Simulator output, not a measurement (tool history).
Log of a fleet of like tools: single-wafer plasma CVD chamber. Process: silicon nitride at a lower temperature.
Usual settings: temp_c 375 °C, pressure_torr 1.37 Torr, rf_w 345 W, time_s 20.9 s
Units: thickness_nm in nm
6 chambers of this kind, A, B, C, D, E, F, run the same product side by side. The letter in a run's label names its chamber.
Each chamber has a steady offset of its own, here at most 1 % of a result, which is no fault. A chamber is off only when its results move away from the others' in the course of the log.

run	hour	temp_c	pressure_torr	rf_w	time_s	hours since the last thermocouple change	hours since the last RF generator calibration	hours since the last manometer calibration	read-back reference wafer on the same gauge, thickness_nm	thickness_nm
# hour 3.5: chamber F: thermocouple changed; heater temperature recalibrated
1A	3.9	375	1.37	345	20.9	1470.1	1552.7	816.7	27.081	25.664
2B	8.8	375	1.37	345	20.9	1268.9	1947.0	270.0	27.084	25.444
3C	13.0	375	1.37	345	20.9	1074.2	861.7	555.2	27.094	25.336
4F	18.9	375	1.37	345	20.9	15.4	946.0	251.4	27.088	25.600
# hour 20.7: chamber E: RF generator calibrated
5E	24.9	375	1.37	345	20.9	378.2	4.2	887.9	27.098	25.461
6D	29.7	375	1.37	345	20.9	1594.5	820.3	1500.8	27.067	25.464
7A	35.7	375	1.37	345	20.9	1501.9	1584.5	848.5	27.111	25.624
8B	41.2	375	1.37	280	16.8	1301.3	1979.4	302.4	27.099	17.926
9E	45.0	375	1.37	280	16.8	398.3	24.3	908.0	27.097	17.814
10C	50.2	375	1.37	280	16.8	1111.4	898.9	592.4	27.087	17.892
11D	53.3	375	1.37	280	16.8	1618.1	843.9	1524.4	27.088	17.736
# hour 54.1: chamber C: thermocouple changed; heater temperature recalibrated
12F	58.3	375	1.37	280	16.8	54.8	985.4	290.8	27.116	17.882
13D	63.1	375	1.37	280	16.8	1627.9	853.7	1534.2	27.092	17.757
14C	66.6	375	1.37	345	20.9	12.5	915.3	608.8	27.116	25.371
15E	69.3	375	1.37	345	17.1	422.6	48.6	932.3	27.120	20.977
16F	72.6	375	1.37	345	17.1	69.1	999.7	305.1	27.080	20.991
17A	77.5	375	1.37	345	17.1	1543.7	1626.3	890.3	27.095	20.932
18B	82.2	375	1.37	345	17.1	1342.3	2020.4	343.4	27.075	20.728
19E	85.5	375	1.37	345	17.1	438.8	64.8	948.5	27.103	20.926
20A	90.5	375	1.37	345	17.1	1556.7	1639.3	903.3	27.089	21.033
21C	94.9	375	1.37	345	20.9	40.8	943.6	637.1	27.102	25.538
22F	100.0	370	1.37	345	17.1	96.5	1027.1	332.5	27.078	21.033
23B	103.3	370	1.37	345	17.1	1363.4	2041.5	364.5	27.080	21.069
# hour 105.5: chamber A: thermocouple changed; heater temperature recalibrated
24D	107.2	370	1.37	345	17.1	1672.0	897.8	1578.3	27.096	20.784
25B	113.0	370	1.37	345	17.1	1373.1	2051.2	374.2	27.090	21.015
26E	119.0	370	1.37	345	17.1	472.3	98.3	982.0	27.098	20.852
27A	122.3	370	1.37	345	17.1	16.9	1671.1	935.1	27.123	21.219
28F	126.9	375	1.37	345	20.9	123.4	1054.0	359.4	27.104	25.586
29C	132.4	375	1.37	345	20.9	78.3	981.1	674.6	27.109	25.499
30D	136.5	375	1.37	345	20.9	1701.3	927.1	1607.6	27.102	25.515
31D	139.7	375	1.37	345	20.9	1704.5	930.3	1610.8	27.120	25.568
32C	142.7	375	1.37	345	20.9	88.6	991.4	684.9	27.087	25.514
33E	145.8	375	1.37	345	20.9	499.1	125.1	1008.8	27.123	25.505
34F	150.7	375	1.37	345	20.9	147.2	1077.8	383.2	27.103	25.734
35B	156.7	375	1.37	345	20.9	1416.8	2094.9	417.9	27.092	25.484
36A	159.7	375	1.37	345	20.9	54.3	1708.5	972.5	27.099	25.631
37E	164.0	375	1.37	345	20.9	517.3	143.3	1027.0	27.135	25.509
38B	169.4	365	1.37	345	20.9	1429.5	2107.6	430.6	27.112	25.623
39D	175.5	365	1.37	345	20.9	1740.3	966.1	1646.6	27.083	25.426
40C	180.4	365	1.37	345	20.9	126.3	1029.1	722.6	27.114	25.546

Is one chamber off against the others, does the gauge drift, or is nothing wrong? If a chamber is off, say which, and what the likeliest cause is.

No chamber stands off beyond its own small offset, and the gauge holds steady.

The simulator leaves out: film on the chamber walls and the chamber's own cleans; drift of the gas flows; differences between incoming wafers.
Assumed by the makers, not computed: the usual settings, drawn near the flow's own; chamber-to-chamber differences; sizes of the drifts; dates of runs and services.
